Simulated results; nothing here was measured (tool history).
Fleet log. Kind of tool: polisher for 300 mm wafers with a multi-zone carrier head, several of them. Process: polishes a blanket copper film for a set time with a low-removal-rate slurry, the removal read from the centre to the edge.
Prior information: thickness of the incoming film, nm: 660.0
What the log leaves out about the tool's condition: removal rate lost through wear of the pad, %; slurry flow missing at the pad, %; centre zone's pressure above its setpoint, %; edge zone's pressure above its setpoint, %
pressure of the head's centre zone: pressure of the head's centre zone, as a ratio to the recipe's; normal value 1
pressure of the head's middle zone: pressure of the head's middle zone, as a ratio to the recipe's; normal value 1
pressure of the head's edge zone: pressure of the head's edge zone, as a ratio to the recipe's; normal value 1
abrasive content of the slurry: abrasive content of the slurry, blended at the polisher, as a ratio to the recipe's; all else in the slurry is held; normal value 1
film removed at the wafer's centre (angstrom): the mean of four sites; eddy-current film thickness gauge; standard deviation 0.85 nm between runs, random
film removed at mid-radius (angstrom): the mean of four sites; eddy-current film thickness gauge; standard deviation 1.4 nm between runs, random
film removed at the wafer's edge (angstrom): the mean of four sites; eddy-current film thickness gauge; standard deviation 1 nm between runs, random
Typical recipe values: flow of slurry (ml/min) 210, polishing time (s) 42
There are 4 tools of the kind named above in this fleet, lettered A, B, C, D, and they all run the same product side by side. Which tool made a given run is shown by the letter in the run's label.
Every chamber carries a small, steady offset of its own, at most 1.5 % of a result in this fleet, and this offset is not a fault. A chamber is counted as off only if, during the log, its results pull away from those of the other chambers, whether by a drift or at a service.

run    day  flow of slurry (ml/min)  pressure of the head's centre zone  pressure of the head's middle zone  pressure of the head's edge zone  abrasive content of the slurry  polishing time (s)  wafers polished on this pad  hours since the slurry nozzle was cleaned  hours since the centre zone pressure was calibrated  hours since the edge zone pressure was calibrated  film removed at the wafer's centre (angstrom)  film removed at mid-radius (angstrom)  film removed at the wafer's edge (angstrom)
 1A   0.15                      210                                   1                                   1                                 1                               1                  42                          287                                      171.1                                                   44                                              293.5                                         1081.2                                 1084.5                                       1094.2
     0.242  -- chamber B: centre zone pressure recalibrated
 2B  0.258                      210                                   1                                   1                                 1                               1                  42                          114                                       94.1                                                  0.5                                              783.5                                         1098.5                                 1067.2                                       1092.8
 3C  0.367                      210                                   1                                   1                                 1                               1                  42                          145                                         39                                                368.4                                              713.7                                         1104.3                                 1067.2                                       1076.7
 4D  0.517                      210                                   1                                   1                                 1                               1                  42                          355                                        181                                                335.4                                              653.8                                         1086.5                                 1101.5                                       1084.6
 5D  0.688                      210                                   1                                   1                                 1                               1                  42                          387                                      185.1                                                339.5                                              657.9                                         1079.4                                 1093.5                                       1079.4
 6B  0.804                      210                                   1                                   1                                 1                               1                  42                          214                                      107.2                                                 13.6                                              796.6                                         1089.4                                   1066                                       1088.3
 7A  0.979                      210                                   1                                   1                                 1                               1                  42                          439                                        191                                                 63.9                                              313.4                                         1080.3                                 1090.7                                       1084.4
 8C  1.129                      210                                   1                                   1                                 1                               1                  42                          285                                       57.3                                                386.7                                                732                                         1094.1                                 1088.5                                       1080.7
 9B  1.229                      210                                   1                                   1                                 1                               1                  42                          292                                      117.4                                                 23.8                                              806.8                                         1076.9                                 1070.5                                       1090.9
10D  1.367                      210                                   1                                   1                                 1                               1                  42                          511                                      201.4                                                355.8                                              674.2                                         1087.2                                 1101.4                                       1087.2
11C  1.512                      210                                   1                                   1                                 1                               1                  42                          355                                       66.5                                                395.9                                              741.2                                         1100.8                                 1070.7                                         1097
12A  1.717                      210                                   1                                   1                                 1                               1                  42                          574                                      208.7                                                 81.6                                              331.1                                         1069.5                                 1070.4                                       1081.1
13A  1.917                      210                                   1                                   1                                 1                               1                  42                          611                                      213.5                                                 86.4                                              335.9                                         1074.8                                 1076.7                                       1082.4
14C  2.092                      210                                   1                                   1                                 1                               1                  42                          461                                       80.4                                                409.8                                              755.1                                         1101.1                                 1085.9                                       1095.8
15B  2.279                      210                                   1                                   1                                 1                               1                  42                          484                                      142.6                                                   49                                                832                                         1090.6                                 1062.9                                         1081
     2.312  -- chamber A: worn pad replaced by a new one
16D  2.433                      210                                   1                                   1                                 1                               1                  42                          707                                        227                                                381.4                                              699.8                                         1072.7                                 1080.6                                       1073.5
17B  2.633                      210                                   1                                   1                                 1                               1                  42                          549                                      151.1                                                 57.5                                              840.5                                         1085.9                                   1095                                       1091.5
18C  2.775                      210                                   1                                   1                                 1                               1                  27                          587                                       96.8                                                426.2                                              771.5                                            708                                 691.96                                        704.5
19D  2.942                      210                                   1                                   1                                 1                               1                  27                          800                                      239.2                                                393.6                                                712                                         681.96                                 684.45                                       670.96
20A  3.033                      210                                   1                                   1                                 1                               1                  27                          132                                      240.3                                                113.2                                              362.7                                          693.7                                 689.56                                       698.35
21C  3.229                      210                                   1                                   1                                 1                               1                  27                          670                                      107.7                                                437.1                                              782.4                                         716.55                                 701.54                                        699.8
      3.35  -- chamber C: edge zone pressure recalibrated
22D  3.354                      210                                   1                                   1                                 1                               1                  42                          876                                      249.1                                                403.5                                              721.9                                         1055.2                                   1069                                         1049
23B  3.492                      210                                   1                                   1                                 1                               1                  42                          707                                      171.7                                                 78.1                                              861.1                                         1073.7                                 1082.5                                       1090.9
24A    3.6                      210                                   1                                   1                                 1                             1.2                  42                          236                                      253.9                                                126.8                                              376.3                                         1128.3                                 1116.4                                       1111.6
25C  3.712                      210                                   1                                   1                                 1                             1.2                  42                          758                                      119.3                                                448.7                                                8.8                                         1139.3                                 1112.2                                       1134.7
26D  3.825                      210                                   1                                   1                                 1                             1.2                  42                          962                                      260.4                                                414.8                                              733.2                                         1090.9                                 1082.3                                       1067.5
27B  3.983                      210                                   1                                   1                                 1                             1.2                  42                          797                                      183.5                                                 89.9                                              872.9                                         1129.4                                 1115.8                                       1129.5
28A  4.171                      210                                   1                                   1                                 1                               1                  42                          340                                      267.6                                                140.5                                                390                                           1071                                 1093.2                                       1095.8
29D  4.312                      210                                   1                                   1                                 1                               1                  42                         1052                                      272.1                                                426.5                                              744.9                                         1035.2                                 1044.4                                         1045
30B  4.421                      210                                   1                                1.12                                 1                               1                  42                          877                                        194                                                100.4                                              883.4                                         1082.2                                 1200.8                                       1088.2
     4.458  -- chamber B: worn pad replaced by a new one
     4.533  -- chamber C: worn pad replaced by a new one
31A  4.612                      210                                   1                                1.12                                 1                               1                  42                          421                                      278.2                                                151.1                                              400.6                                         1078.5                                 1207.9                                       1064.7
32C  4.725                      210                                   1                                1.12                                 1                               1                  42                           35                                      143.6                                                  473                                               33.1                                         1100.8                                 1181.8                                       1089.4
33A  4.829                      210                                   1                                1.12                                 1                               1                  42                          461                                      283.4                                                156.3                                              405.8                                         1072.8                                 1195.2                                       1071.8
34D  4.938                      210                                   1                                   1                                 1                               1                  42                         1166                                      287.1                                                441.5                                              759.9                                           1029                                 999.78                                       1020.2
35C  5.096                      210                                   1                                   1                                 1                               1                  42                          103                                      152.5                                                481.9                                                 42                                         1100.3                                 1057.3                                       1074.8
36B  5.262                      210                                   1                                   1                                 1                               1                  42                          148                                      214.2                                                120.6                                              903.6                                         1084.1                                 1082.8                                       1089.6
     5.375  -- chamber A: worn pad replaced by a new one
37A  5.417                      210                                   1                                   1                                 1                               1                  42                            8                                      297.5                                                170.4                                              419.9                                         1078.4                                 1067.5                                       1084.2

All 4 chambers run these settings next. Forecast each chamber's results:
38A  5.567                      280                                   1                                   1                                 1                               1                  42                                                                                                                                                                                                                              ?                                      ?                                            ?
38B  5.567                      280                                   1                                   1                                 1                               1                  42                                                                                                                                                                                                                              ?                                      ?                                            ?
38C  5.567                      280                                   1                                   1                                 1                               1                  42                                                                                                                                                                                                                              ?                                      ?                                            ?
38D  5.567                      280                                   1                                   1                                 1                               1                  42                                                                                                                                                                                                                              ?                                      ?                                            ?

run  film removed at the wafer's centre (angstrom)  film removed at mid-radius (angstrom)  film removed at the wafer's edge (angstrom)
38A                                         1146.3                                 1138.3                                       1108.4
38B                                         1141.9                                 1110.2                                       1129.1
38C                                         1141.5                                 1120.2                                       1125.2
38D                                         1052.2                                 1039.3                                       1017.7
